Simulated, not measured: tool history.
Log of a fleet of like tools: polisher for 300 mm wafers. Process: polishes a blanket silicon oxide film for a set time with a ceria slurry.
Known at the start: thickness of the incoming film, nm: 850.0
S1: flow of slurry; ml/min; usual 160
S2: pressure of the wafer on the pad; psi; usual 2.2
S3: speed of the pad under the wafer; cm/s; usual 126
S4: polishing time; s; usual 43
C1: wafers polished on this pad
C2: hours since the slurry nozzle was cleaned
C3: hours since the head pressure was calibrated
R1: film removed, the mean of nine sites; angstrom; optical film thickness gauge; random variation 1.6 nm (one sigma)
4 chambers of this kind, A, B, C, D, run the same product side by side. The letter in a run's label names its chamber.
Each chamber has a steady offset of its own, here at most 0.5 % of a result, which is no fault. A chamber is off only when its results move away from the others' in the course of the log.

run,hour,S1,S2,S3,S4,C1,C2,C3,R1
1A,2.4,160,2.2,126,43,116,277.5,1056.1,1713.3
2B,5.9,160,2.2,126,43,216,128.9,1121.6,1690.4
3D,7.8,160,2.2,126,43,950,101.6,269.8,1714.8
# hour 11.2: chamber C: worn pad replaced by a new one
4C,11.4,160,2.2,126,43,2,121.4,1143.5,1667.9
5B,15.3,160,2.2,126,43,319,138.3,1131,1696.7
6C,18.9,160,2.2,126,43,85,128.9,1151,1686.9
7D,21.5,160,2.2,126,43,1102,115.3,283.5,1706
8A,24.1,160,2.2,126,43,356,299.2,1077.8,1701.6
# hour 24.3: chamber D: worn pad replaced by a new one
9C,27.2,160,2.6,126,43,176,137.2,1159.3,2044.8
10D,30.7,160,2.6,126,43,71,124.5,292.7,1972.6
11A,32.6,160,2.6,126,43,450,307.7,1086.3,2011.4
12B,34.8,160,2.6,126,43,535,157.8,1150.5,1995.5
13A,37,160,2.2,126,53,498,312.1,1090.7,2059.9
14C,40.8,160,2.2,126,53,327,150.8,1172.9,2097.9
15D,45.1,160,2.2,126,53,230,138.9,307.1,2117.7
# hour 47.9: chamber C: head pressure recalibrated
16B,48.3,160,2.2,126,53,684,171.3,1164,2106.4
17A,52,160,2.2,126,43,664,327.1,1105.7,1691.6
18B,56.2,160,2.2,126,43,771,179.2,1171.9,1660.5
19C,59.9,160,2.2,126,43,538,169.9,12.1,1539.5
20D,63,160,2.2,126,43,428,156.8,325,1693.2
21D,66.9,200,2.2,112,43,471,160.7,328.9,1556.6
# hour 67.4: chamber A: head pressure recalibrated
22A,70.2,200,2.2,112,43,865,345.3,2.8,1572.9
23C,72.4,200,2.2,112,43,676,182.4,24.6,1391.5
24B,75.6,200,2.2,112,43,986,198.6,1191.3,1536.2
25A,78.7,160,2.2,142,43,959,353.8,11.3,1920.9
26D,81.3,160,2.2,142,43,630,175.1,343.3,1928.3
# hour 85.5: chamber A: worn pad replaced by a new one
27C,85.5,160,2.2,142,43,821,195.5,37.7,1686.1
28B,87.9,160,2.2,142,43,1121,210.9,1203.6,1886.1
29C,90.8,160,2.8,126,43,879,200.8,43,1943
30D,92.8,160,2.8,126,43,757,186.6,354.8,2177.5
31B,95.6,160,2.8,126,43,1207,218.6,1211.3,2167.3
32A,99.9,160,2.8,126,43,159,375,32.5,2165.1
33B,104,160,2.2,126,43,1299,227,1219.7,1690.2
34D,108,160,2.2,126,43,925,201.8,370,1705.8
# hour 109.3: chamber B: worn pad replaced by a new one
35C,111.2,160,2.2,126,43,1105,221.2,63.4,1538.8
36A,115,160,2.2,126,43,326,390.1,47.6,1711.7
37D,118.1,160,2.2,126,43,1037,211.9,380.1,1697
38B,122.1,160,2.7,110,43,142,245.1,1237.8,1791.4
39C,126,160,2.7,110,43,1268,236,78.2,1655.4

What goes on in this fleet: one chamber off, a drifting gauge, or nothing beyond the chambers' own small offsets? Name the chamber and the cause, if any.

A service left chamber C off against the others.
Cause: head's pressure below its setpoint, % = 9.84.

Here are 4 candidates for chamber C's next run, each the usual settings with a change, their results left as question marks. Which one brings its results back in line with what the others give on the usual settings?
In line means no further than this from the other chambers' mean on the usual settings: R1 54 angstrom
40C-1,129.1,160,2.2,120,41,,,,?
40C-2,129.1,165,2.2,140,43,,,,?
40C-3,129.1,160,2,118,40,,,,?
40C-4,129.1,165,2.5,126,48,,,,?

The other chambers' mean on the usual settings: R1 1693.8 angstrom
run,R1
40C-1,1384.8
40C-2,1701
40C-3,1208.4
40C-4,1942.3
40C-2 brings the chamber back in line.
